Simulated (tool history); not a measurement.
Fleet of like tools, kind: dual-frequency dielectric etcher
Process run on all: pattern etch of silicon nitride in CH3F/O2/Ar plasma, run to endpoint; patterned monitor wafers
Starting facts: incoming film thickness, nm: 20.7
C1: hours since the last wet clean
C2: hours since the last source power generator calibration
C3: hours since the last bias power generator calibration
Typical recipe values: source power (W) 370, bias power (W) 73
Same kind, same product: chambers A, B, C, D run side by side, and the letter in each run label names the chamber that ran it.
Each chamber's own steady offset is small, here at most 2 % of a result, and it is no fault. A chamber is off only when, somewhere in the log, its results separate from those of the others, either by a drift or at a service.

{"run": "1B", "hour": 12.6, "source power (W)": 370, "bias power (W)": 73, "C1": 110.1, "C2": 1427.2, "C3": 136.5, "endpoint time (s)": 30.705}
{"run": "2D", "hour": 18.9, "source power (W)": 370, "bias power (W)": 73, "C1": 335.5, "C2": 690.6, "C3": 2629.8, "endpoint time (s)": 30.914}
{"run": "3A", "hour": 32.0, "source power (W)": 370, "bias power (W)": 73, "C1": 152.7, "C2": 1489.7, "C3": 557.6, "endpoint time (s)": 30.814}
{"run": "4C", "hour": 44.3, "source power (W)": 370, "bias power (W)": 73, "C1": 344.7, "C2": 311.1, "C3": 1627.7, "endpoint time (s)": 31.401}
{"run": "5A", "hour": 52.3, "source power (W)": 370, "bias power (W)": 73, "C1": 173, "C2": 1510, "C3": 577.9, "endpoint time (s)": 30.742}
{"run": "6B", "hour": 65.7, "source power (W)": 370, "bias power (W)": 73, "C1": 163.2, "C2": 1480.3, "C3": 189.6, "endpoint time (s)": 30.885}
{"run": "7C", "hour": 74.6, "source power (W)": 370, "bias power (W)": 73, "C1": 375, "C2": 341.4, "C3": 1658, "endpoint time (s)": 31.098}
{"run": "8D", "hour": 80.8, "source power (W)": 370, "bias power (W)": 73, "C1": 397.4, "C2": 752.5, "C3": 2691.7, "endpoint time (s)": 30.637}
{"run": "9D", "hour": 89.2, "source power (W)": 370, "bias power (W)": 73, "C1": 405.8, "C2": 760.9, "C3": 2700.1, "endpoint time (s)": 30.805}
{"run": "10C", "hour": 96.6, "source power (W)": 370, "bias power (W)": 73, "C1": 397, "C2": 363.4, "C3": 1680, "endpoint time (s)": 31.061}
{"run": "11B", "hour": 107.5, "source power (W)": 370, "bias power (W)": 73, "C1": 205, "C2": 1522.1, "C3": 231.4, "endpoint time (s)": 30.659}
{"run": "12A", "hour": 116.7, "source power (W)": 370, "bias power (W)": 73, "C1": 237.4, "C2": 1574.4, "C3": 642.3, "endpoint time (s)": 30.677}
{"run": "13C", "hour": 130.9, "source power (W)": 370, "bias power (W)": 73, "C1": 431.3, "C2": 397.7, "C3": 1714.3, "endpoint time (s)": 31.209}
{"run": "14B", "hour": 143.7, "source power (W)": 370, "bias power (W)": 73, "C1": 241.2, "C2": 1558.3, "C3": 267.6, "endpoint time (s)": 30.931}
{"run": "15A", "hour": 153.1, "source power (W)": 440, "bias power (W)": 56, "C1": 273.8, "C2": 1610.8, "C3": 678.7, "endpoint time (s)": 31.38}
{"run": "16D", "hour": 159.6, "source power (W)": 440, "bias power (W)": 56, "C1": 476.2, "C2": 831.3, "C3": 2770.5, "endpoint time (s)": 31.453}
{"run": "17C", "hour": 170.4, "source power (W)": 440, "bias power (W)": 56, "C1": 470.8, "C2": 437.2, "C3": 1753.8, "endpoint time (s)": 31.808}
{"hour": 178.5, "done": "chamber C: wet clean of the chamber"}
{"run": "18B", "hour": 181.3, "source power (W)": 440, "bias power (W)": 56, "C1": 278.8, "C2": 1595.9, "C3": 305.2, "endpoint time (s)": 31.402}
{"run": "19A", "hour": 188.9, "source power (W)": 430, "bias power (W)": 79, "C1": 309.6, "C2": 1646.6, "C3": 714.5, "endpoint time (s)": 28.384}
{"run": "20D", "hour": 201.7, "source power (W)": 430, "bias power (W)": 79, "C1": 518.3, "C2": 873.4, "C3": 2812.6, "endpoint time (s)": 28.128}
{"run": "21B", "hour": 215.8, "source power (W)": 430, "bias power (W)": 79, "C1": 313.3, "C2": 1630.4, "C3": 339.7, "endpoint time (s)": 28.202}
{"run": "22C", "hour": 225.0, "source power (W)": 430, "bias power (W)": 79, "C1": 46.5, "C2": 491.8, "C3": 1808.4, "endpoint time (s)": 28.534}
{"run": "23A", "hour": 236.8, "source power (W)": 370, "bias power (W)": 73, "C1": 357.5, "C2": 1694.5, "C3": 762.4, "endpoint time (s)": 30.906}
{"run": "24D", "hour": 247.9, "source power (W)": 370, "bias power (W)": 73, "C1": 564.5, "C2": 919.6, "C3": 2858.8, "endpoint time (s)": 30.367}
{"run": "25D", "hour": 256.4, "source power (W)": 370, "bias power (W)": 73, "C1": 573, "C2": 928.1, "C3": 2867.3, "endpoint time (s)": 30.661}
{"run": "26A", "hour": 266.5, "source power (W)": 370, "bias power (W)": 73, "C1": 387.2, "C2": 1724.2, "C3": 792.1, "endpoint time (s)": 30.381}
{"run": "27C", "hour": 278.8, "source power (W)": 370, "bias power (W)": 73, "C1": 100.3, "C2": 545.6, "C3": 1862.2, "endpoint time (s)": 31.279}
{"hour": 286.8, "done": "chamber A: wet clean of the chamber"}
{"run": "28B", "hour": 287.0, "source power (W)": 370, "bias power (W)": 73, "C1": 384.5, "C2": 1701.6, "C3": 410.9, "endpoint time (s)": 30.773}
{"run": "29B", "hour": 293.8, "source power (W)": 370, "bias power (W)": 73, "C1": 391.3, "C2": 1708.4, "C3": 417.7, "endpoint time (s)": 30.739}
{"hour": 295.2, "done": "chamber B: wet clean of the chamber"}
{"run": "30A", "hour": 302.4, "source power (W)": 370, "bias power (W)": 73, "C1": 15.7, "C2": 1760.1, "C3": 828, "endpoint time (s)": 30.464}
{"hour": 308.0, "done": "chamber B: source power generator calibrated"}
{"run": "31D", "hour": 313.6, "source power (W)": 370, "bias power (W)": 73, "C1": 630.2, "C2": 985.3, "C3": 2924.5, "endpoint time (s)": 30.352}
{"run": "32C", "hour": 321.7, "source power (W)": 370, "bias power (W)": 73, "C1": 143.2, "C2": 588.5, "C3": 1905.1, "endpoint time (s)": 31.273}
{"run": "33C", "hour": 328.0, "source power (W)": 370, "bias power (W)": 73, "C1": 149.5, "C2": 594.8, "C3": 1911.4, "endpoint time (s)": 31.067}
{"run": "34D", "hour": 342.2, "source power (W)": 370, "bias power (W)": 73, "C1": 658.8, "C2": 1013.9, "C3": 2953.1, "endpoint time (s)": 30.274}
{"run": "35B", "hour": 356.4, "source power (W)": 370, "bias power (W)": 73, "C1": 61.2, "C2": 48.4, "C3": 480.3, "endpoint time (s)": 30.884}
{"run": "36A", "hour": 368.5, "source power (W)": 320, "bias power (W)": 73, "C1": 81.8, "C2": 1826.2, "C3": 894.1, "endpoint time (s)": 32.319}
{"run": "37C", "hour": 379.8, "source power (W)": 320, "bias power (W)": 73, "C1": 201.3, "C2": 646.6, "C3": 1963.2, "endpoint time (s)": 32.588}
{"run": "38B", "hour": 392.3, "source power (W)": 320, "bias power (W)": 73, "C1": 97.1, "C2": 84.3, "C3": 516.2, "endpoint time (s)": 32.628}
{"run": "39D", "hour": 398.7, "source power (W)": 320, "bias power (W)": 73, "C1": 715.3, "C2": 1070.4, "C3": 3009.6, "endpoint time (s)": 31.817}
{"run": "40A", "hour": 411.0, "source power (W)": 370, "bias power (W)": 73, "C1": 124.3, "C2": 1868.7, "C3": 936.6, "endpoint time (s)": 30.715}
{"run": "41B", "hour": 418.5, "source power (W)": 370, "bias power (W)": 73, "C1": 123.3, "C2": 110.5, "C3": 542.4, "endpoint time (s)": 30.853}
{"run": "42C", "hour": 432.8, "source power (W)": 370, "bias power (W)": 73, "C1": 254.3, "C2": 699.6, "C3": 2016.2, "endpoint time (s)": 31.212}

Is one chamber off against the others, does the gauge drift, or is nothing wrong? If a chamber is off, say which, and what the likeliest cause is.

Chamber D drifts away from the others.
What lies behind it: etch rate over this chamber's usual, % = 2.8.

Which of the 4 candidates below, each the usual settings with something changed and its results left as question marks, puts chamber D back in line with what the other chambers give on the usual settings?
Allowed miss from the other chambers' usual-settings mean, per result, to count as in line: endpoint time (s) 0.48
{"run": "43D-1", "hour": 443.0, "source power (W)": 430, "bias power (W)": 73, "endpoint time (s)": "?"}
{"run": "43D-2", "hour": 443.0, "source power (W)": 370, "bias power (W)": 67, "endpoint time (s)": "?"}
{"run": "43D-3", "hour": 443.0, "source power (W)": 340, "bias power (W)": 68, "endpoint time (s)": "?"}
{"run": "43D-4", "hour": 443.0, "source power (W)": 400, "bias power (W)": 73, "endpoint time (s)": "?"}

Mean of the other chambers on the usual settings: endpoint time (s) 30.898
run=43D-1 endpoint_time_(s)=28.455
run=43D-2 endpoint_time_(s)=31.002
run=43D-3 endpoint_time_(s)=31.836
run=43D-4 endpoint_time_(s)=29.236
With 43D-2, the chamber falls back in line with the rest.

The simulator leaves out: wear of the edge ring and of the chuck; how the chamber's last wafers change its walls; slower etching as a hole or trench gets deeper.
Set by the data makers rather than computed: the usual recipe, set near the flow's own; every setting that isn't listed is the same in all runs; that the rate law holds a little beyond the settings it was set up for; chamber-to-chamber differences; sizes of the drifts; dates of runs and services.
